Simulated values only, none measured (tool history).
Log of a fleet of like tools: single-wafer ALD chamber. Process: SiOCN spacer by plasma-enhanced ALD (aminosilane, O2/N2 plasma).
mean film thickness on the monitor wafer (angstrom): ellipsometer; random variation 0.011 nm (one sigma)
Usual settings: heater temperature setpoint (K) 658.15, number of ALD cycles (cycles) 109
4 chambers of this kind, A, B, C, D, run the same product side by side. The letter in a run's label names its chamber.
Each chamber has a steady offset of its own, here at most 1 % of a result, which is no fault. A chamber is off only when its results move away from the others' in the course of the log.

run,day,heater temperature setpoint (K),number of ALD cycles (cycles),"read-back reference wafer on the same gauge, thickness_nm",mean film thickness on the monitor wafer (angstrom)
1D,0.258,658.15,109,6.4715,65.383
2A,0.733,658.15,109,6.47,65.398
3B,1.067,658.15,109,6.4731,65.543
4C,1.562,658.15,109,6.4754,65.452
5A,1.808,658.15,109,6.4777,65.391
6D,2.096,658.15,109,6.4786,65.247
7C,2.462,658.15,109,6.4805,65.616
8B,2.762,658.15,109,6.4792,65.765
9B,3.042,658.15,109,6.4864,65.628
10D,3.329,658.15,109,6.4828,65.326
11A,3.683,658.15,109,6.4841,65.495
12C,4,666.15,98,6.4894,59.154
13D,4.45,666.15,98,6.4901,58.897
14B,4.758,666.15,98,6.4911,59.034
15A,5.158,666.15,98,6.4931,58.739
16C,5.467,658.15,109,6.4947,65.466
17A,5.979,658.15,109,6.4958,65.394
18C,6.375,658.15,109,6.4986,65.503
19D,6.621,658.15,109,6.4968,65.551
20B,7.021,658.15,109,6.5008,65.886
21B,7.371,658.15,109,6.5008,65.826
# day 7.538: chamber B: thermocouple changed; heater temperature recalibrated
22D,7.692,658.15,109,6.505,65.627
23C,8.004,658.15,128,6.504,77.225
24A,8.333,658.15,128,6.5083,77.019
25A,8.692,658.15,128,6.5108,76.857
26D,8.967,658.15,128,6.5116,77.251
27C,9.321,658.15,109,6.511,65.894
28B,9.571,658.15,109,6.5115,65.732
29D,9.888,658.15,109,6.5124,65.759

What goes on in this fleet: one chamber off, a drifting gauge, or nothing beyond the chambers' own small offsets? Name the chamber and the cause, if any.

The gauge drifts, so all chambers seem to drift together. No chamber is off.
Cause: gauge reads high (%) = 0.696.

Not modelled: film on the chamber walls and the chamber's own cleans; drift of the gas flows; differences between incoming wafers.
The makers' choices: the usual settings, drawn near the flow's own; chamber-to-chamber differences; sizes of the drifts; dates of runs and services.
